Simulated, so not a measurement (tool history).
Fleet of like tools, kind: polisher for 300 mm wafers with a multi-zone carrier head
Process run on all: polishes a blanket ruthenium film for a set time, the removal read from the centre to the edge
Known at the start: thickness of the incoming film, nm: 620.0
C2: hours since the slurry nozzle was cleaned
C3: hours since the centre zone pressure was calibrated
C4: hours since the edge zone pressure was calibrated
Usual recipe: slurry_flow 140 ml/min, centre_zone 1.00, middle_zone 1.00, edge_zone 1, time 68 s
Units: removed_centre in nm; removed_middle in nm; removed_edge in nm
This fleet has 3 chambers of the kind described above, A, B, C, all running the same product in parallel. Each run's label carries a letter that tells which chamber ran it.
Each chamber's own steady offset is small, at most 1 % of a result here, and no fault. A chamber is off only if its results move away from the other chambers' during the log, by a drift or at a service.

{"run": "1C", "hour": 11.2, "slurry_flow": 140, "centre_zone": 1.0, "middle_zone": 1.0, "edge_zone": 1, "time": 68, "wafers polished on this pad": 525, "C2": 119.0, "C3": 578.9, "C4": 281.5, "removed_centre": 71.894, "removed_middle": 73.081, "removed_edge": 71.984}
{"run": "2A", "hour": 16.4, "slurry_flow": 140, "centre_zone": 1.0, "middle_zone": 1.0, "edge_zone": 1, "time": 68, "wafers polished on this pad": 748, "C2": 307.6, "C3": 422.4, "C4": 205.7, "removed_centre": 72.504, "removed_middle": 71.248, "removed_edge": 72.113}
{"hour": 26.2, "done": "chamber C: worn pad replaced by a new one"}
{"run": "3B", "hour": 26.4, "slurry_flow": 140, "centre_zone": 1.0, "middle_zone": 1.0, "edge_zone": 1, "time": 68, "wafers polished on this pad": 871, "C2": 144.8, "C3": 78.0, "C4": 329.7, "removed_centre": 73.06, "removed_middle": 71.819, "removed_edge": 71.828}
{"run": "4A", "hour": 32.5, "slurry_flow": 140, "centre_zone": 1.0, "middle_zone": 1.0, "edge_zone": 1, "time": 68, "wafers polished on this pad": 904, "C2": 323.7, "C3": 438.5, "C4": 221.8, "removed_centre": 71.513, "removed_middle": 73.375, "removed_edge": 71.85}
{"run": "5B", "hour": 41.8, "slurry_flow": 140, "centre_zone": 1.0, "middle_zone": 1.0, "edge_zone": 1, "time": 68, "wafers polished on this pad": 1020, "C2": 160.2, "C3": 93.4, "C4": 345.1, "removed_centre": 72.912, "removed_middle": 70.724, "removed_edge": 72.342}
{"run": "6C", "hour": 48.8, "slurry_flow": 140, "centre_zone": 1.0, "middle_zone": 1.0, "edge_zone": 1, "time": 68, "wafers polished on this pad": 218, "C2": 156.6, "C3": 616.5, "C4": 319.1, "removed_centre": 71.91, "removed_middle": 72.439, "removed_edge": 71.52}
{"run": "7B", "hour": 56.6, "slurry_flow": 140, "centre_zone": 1.0, "middle_zone": 1.0, "edge_zone": 1, "time": 68, "wafers polished on this pad": 1163, "C2": 175.0, "C3": 108.2, "C4": 359.9, "removed_centre": 71.524, "removed_middle": 71.162, "removed_edge": 71.629}
{"run": "8C", "hour": 67.8, "slurry_flow": 140, "centre_zone": 1.0, "middle_zone": 1.0, "edge_zone": 1, "time": 68, "wafers polished on this pad": 402, "C2": 175.6, "C3": 635.5, "C4": 338.1, "removed_centre": 72.255, "removed_middle": 72.119, "removed_edge": 72.475}
{"hour": 71.9, "done": "chamber A: worn pad replaced by a new one"}
{"run": "9A", "hour": 75.4, "slurry_flow": 140, "centre_zone": 1.0, "middle_zone": 1.0, "edge_zone": 1, "time": 68, "wafers polished on this pad": 34, "C2": 366.6, "C3": 481.4, "C4": 264.7, "removed_centre": 73.198, "removed_middle": 72.76, "removed_edge": 72.466}
{"run": "10A", "hour": 85.4, "slurry_flow": 140, "centre_zone": 1.0, "middle_zone": 0.94, "edge_zone": 1, "time": 68, "wafers polished on this pad": 131, "C2": 376.6, "C3": 491.4, "C4": 274.7, "removed_centre": 73.812, "removed_middle": 68.364, "removed_edge": 72.468}
{"run": "11B", "hour": 91.9, "slurry_flow": 140, "centre_zone": 1.0, "middle_zone": 0.94, "edge_zone": 1, "time": 68, "wafers polished on this pad": 1505, "C2": 210.3, "C3": 143.5, "C4": 395.2, "removed_centre": 71.136, "removed_middle": 65.482, "removed_edge": 70.15}
{"hour": 94.5, "done": "chamber C: worn pad replaced by a new one"}
{"hour": 95.8, "done": "chamber A: centre zone pressure recalibrated"}
{"run": "12C", "hour": 99.5, "slurry_flow": 140, "centre_zone": 1.0, "middle_zone": 0.94, "edge_zone": 1, "time": 68, "wafers polished on this pad": 48, "C2": 207.3, "C3": 667.2, "C4": 369.8, "removed_centre": 71.371, "removed_middle": 67.682, "removed_edge": 73.471}
{"run": "13B", "hour": 106.9, "slurry_flow": 140, "centre_zone": 1.0, "middle_zone": 1.0, "edge_zone": 1, "time": 68, "wafers polished on this pad": 1650, "C2": 225.3, "C3": 158.5, "C4": 410.2, "removed_centre": 70.373, "removed_middle": 70.415, "removed_edge": 69.267}
{"run": "14C", "hour": 112.0, "slurry_flow": 140, "centre_zone": 1.0, "middle_zone": 1.0, "edge_zone": 1, "time": 68, "wafers polished on this pad": 169, "C2": 219.8, "C3": 679.7, "C4": 382.3, "removed_centre": 72.205, "removed_middle": 71.374, "removed_edge": 71.945}
{"run": "15A", "hour": 122.9, "slurry_flow": 140, "centre_zone": 1.07, "middle_zone": 1.0, "edge_zone": 1, "time": 68, "wafers polished on this pad": 494, "C2": 414.1, "C3": 27.2, "C4": 312.2, "removed_centre": 78.666, "removed_middle": 72.329, "removed_edge": 71.282}
{"run": "16C", "hour": 133.3, "slurry_flow": 140, "centre_zone": 1.07, "middle_zone": 1.0, "edge_zone": 1, "time": 68, "wafers polished on this pad": 375, "C2": 241.1, "C3": 701.0, "C4": 403.6, "removed_centre": 77.939, "removed_middle": 73.642, "removed_edge": 72.237}
{"run": "17B", "hour": 143.3, "slurry_flow": 140, "centre_zone": 1.07, "middle_zone": 1.0, "edge_zone": 1, "time": 68, "wafers polished on this pad": 2002, "C2": 261.7, "C3": 194.9, "C4": 446.6, "removed_centre": 73.757, "removed_middle": 66.637, "removed_edge": 66.921}
{"run": "18A", "hour": 148.4, "slurry_flow": 140, "centre_zone": 1.0, "middle_zone": 1.0, "edge_zone": 1, "time": 68, "wafers polished on this pad": 740, "C2": 439.6, "C3": 52.7, "C4": 337.7, "removed_centre": 73.11, "removed_middle": 72.22, "removed_edge": 71.942}
{"hour": 152.9, "done": "chamber C: edge zone pressure recalibrated"}
{"run": "19C", "hour": 153.4, "slurry_flow": 140, "centre_zone": 1.0, "middle_zone": 1.0, "edge_zone": 1, "time": 68, "wafers polished on this pad": 570, "C2": 261.2, "C3": 721.1, "C4": 0.5, "removed_centre": 72.933, "removed_middle": 72.302, "removed_edge": 71.386}
{"run": "20B", "hour": 161.5, "slurry_flow": 140, "centre_zone": 1.0, "middle_zone": 1.0, "edge_zone": 1, "time": 68, "wafers polished on this pad": 2178, "C2": 279.9, "C3": 213.1, "C4": 464.8, "removed_centre": 67.545, "removed_middle": 66.604, "removed_edge": 66.801}
{"run": "21A", "hour": 167.2, "slurry_flow": 140, "centre_zone": 1.0, "middle_zone": 1.0, "edge_zone": 1, "time": 68, "wafers polished on this pad": 922, "C2": 458.4, "C3": 71.5, "C4": 356.5, "removed_centre": 72.754, "removed_middle": 72.673, "removed_edge": 71.243}
{"run": "22A", "hour": 174.4, "slurry_flow": 140, "centre_zone": 1.0, "middle_zone": 1.0, "edge_zone": 1, "time": 68, "wafers polished on this pad": 992, "C2": 465.6, "C3": 78.7, "C4": 363.7, "removed_centre": 71.991, "removed_middle": 72.007, "removed_edge": 71.671}

All chambers now run identical settings, listed one chamber a line with results as question marks. What results will each chamber show?
{"run": "23A", "hour": 182.5, "slurry_flow": 140, "centre_zone": 1.0, "middle_zone": 1.0, "edge_zone": 1, "time": 68, "removed_centre": "?", "removed_middle": "?", "removed_edge": "?"}
{"run": "23B", "hour": 182.5, "slurry_flow": 140, "centre_zone": 1.0, "middle_zone": 1.0, "edge_zone": 1, "time": 68, "removed_centre": "?", "removed_middle": "?", "removed_edge": "?"}
{"run": "23C", "hour": 182.5, "slurry_flow": 140, "centre_zone": 1.0, "middle_zone": 1.0, "edge_zone": 1, "time": 68, "removed_centre": "?", "removed_middle": "?", "removed_edge": "?"}

run=23A removed_centre=72.711 removed_middle=73.122 removed_edge=72.018
run=23B removed_centre=65.709 removed_middle=65.731 removed_edge=65.333
run=23C removed_centre=72.243 removed_middle=72.530 removed_edge=72.121

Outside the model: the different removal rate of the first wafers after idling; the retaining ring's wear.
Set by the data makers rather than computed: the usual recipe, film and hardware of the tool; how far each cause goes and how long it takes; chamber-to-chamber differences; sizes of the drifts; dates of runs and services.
